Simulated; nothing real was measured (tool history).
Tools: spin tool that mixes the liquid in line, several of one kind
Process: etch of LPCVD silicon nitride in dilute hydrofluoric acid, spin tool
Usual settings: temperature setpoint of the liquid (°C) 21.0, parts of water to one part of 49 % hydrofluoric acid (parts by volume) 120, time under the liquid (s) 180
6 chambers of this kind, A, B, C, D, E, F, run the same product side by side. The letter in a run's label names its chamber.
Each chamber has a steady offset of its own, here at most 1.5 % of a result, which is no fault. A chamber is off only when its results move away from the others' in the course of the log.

run   hour  temperature setpoint of the liquid (°C)  parts of water to one part of 49 % hydrofluoric acid (parts by volume)  time under the liquid (s)  read-back film thickness of the LPCVD silicon nitride reference wafer, read on the same gauge (nm)  thickness taken off the LPCVD silicon nitride on a monitor wafer (nm)
 1D    7.5                                     21.0                                                                     120                        180                                                                                              99.989                                                                0.65752
 2E   13.0                                     21.0                                                                     120                        180                                                                                              99.996                                                                0.70712
 3F   19.6                                     21.0                                                                     120                        180                                                                                              99.986                                                                0.68776
 4A   23.3                                     21.0                                                                     120                        180                                                                                              99.958                                                                0.69539
 5B   31.1                                     17.0                                                                     120                        180                                                                                             100.030                                                                0.48024
 6C   36.9                                     17.0                                                                     120                        180                                                                                              99.950                                                                0.51754
 7A   43.1                                     17.0                                                                     120                        180                                                                                             100.040                                                                0.52431
 8B   49.1                                     17.0                                                                     120                        180                                                                                              99.995                                                                0.50433
 9D   56.9                                     17.0                                                                     120                        180                                                                                             100.040                                                                0.52839
10E   61.6                                     17.0                                                                     120                        180                                                                                             100.000                                                                0.52055
11F   69.4                                     21.0                                                                     120                        180                                                                                              99.971                                                                0.66794
      73.8  -- chamber B: hydrofluoric acid flow meter replaced
12C   76.0                                     21.0                                                                     120                        180                                                                                             100.050                                                                0.67586
13F   81.9                                     21.0                                                                     120                        180                                                                                             100.010                                                                0.69620
14C   88.7                                     21.0                                                                     120                        180                                                                                             100.040                                                                0.72504
15B   96.8                                     21.0                                                                     120                        180                                                                                              99.967                                                                0.67900
16E  104.2                                     21.0                                                                     120                        180                                                                                              99.995                                                                0.69886
17A  112.2                                     21.0                                                                     120                        180                                                                                             100.060                                                                0.66942
     115.7  -- chamber A: hydrofluoric acid flow meter replaced
18D  117.9                                     17.0                                                                     120                         85                                                                                              99.989                                                                0.23209
19A  125.3                                     17.0                                                                     120                         85                                                                                             100.070                                                                0.24256
     127.8  -- chamber C: hydrofluoric acid flow meter replaced
20D  129.4                                     17.0                                                                     120                         85                                                                                              99.996                                                                0.24511
21F  136.9                                     17.0                                                                     120                         85                                                                                             100.010                                                                0.23526
22E  141.6                                     17.0                                                                     120                         85                                                                                             100.020                                                                0.23819
     142.4  -- chamber F: hydrofluoric acid flow meter replaced
23C  147.4                                     17.0                                                                     120                         85                                                                                              99.992                                                                0.23804
24B  152.3                                     21.0                                                                     120                        180                                                                                             100.010                                                                0.73161
25A  157.3                                     25.0                                                                     120                        240                                                                                              99.985                                                                1.19030
26D  163.5                                     25.0                                                                     120                        240                                                                                             100.030                                                                1.09710
27E  171.1                                     25.0                                                                     120                        240                                                                                             100.020                                                                1.20860
28F  178.9                                     25.0                                                                     120                        240                                                                                             100.020                                                                1.22050
29C  185.0                                     25.0                                                                     120                        240                                                                                             100.030                                                                1.24160
30B  192.4                                     25.0                                                                     120                        240                                                                                             100.010                                                                1.14860
31D  197.9                                     21.0                                                                     120                        180                                                                                              99.964                                                                0.61089
32A  205.0                                     21.0                                                                     120                        180                                                                                             100.040                                                                0.65647
33C  211.2                                     21.0                                                                     120                        180                                                                                              99.966                                                                0.64168
34F  219.2                                     25.5                                                                     120                        280                                                                                              99.952                                                                1.42380
35B  226.9                                     25.5                                                                     120                        280                                                                                             100.020                                                                1.43630
36E  233.0                                     25.5                                                                     120                        280                                                                                              99.964                                                                1.39600
37F  240.5                                     25.5                                                                     120                        280                                                                                              99.979                                                                1.36230
38D  246.9                                     25.5                                                                     120                        280                                                                                             100.030                                                                1.34040
39A  253.0                                     25.5                                                                     120                        280                                                                                              99.992                                                                1.41990
40C  259.5                                     21.0                                                                     120                        180                                                                                             100.010                                                                0.68978

What goes on in this fleet: one chamber off, a drifting gauge, or nothing beyond the chambers' own small offsets? Name the chamber and the cause, if any.

No chamber stands off beyond its own small offset, and the gauge holds steady.

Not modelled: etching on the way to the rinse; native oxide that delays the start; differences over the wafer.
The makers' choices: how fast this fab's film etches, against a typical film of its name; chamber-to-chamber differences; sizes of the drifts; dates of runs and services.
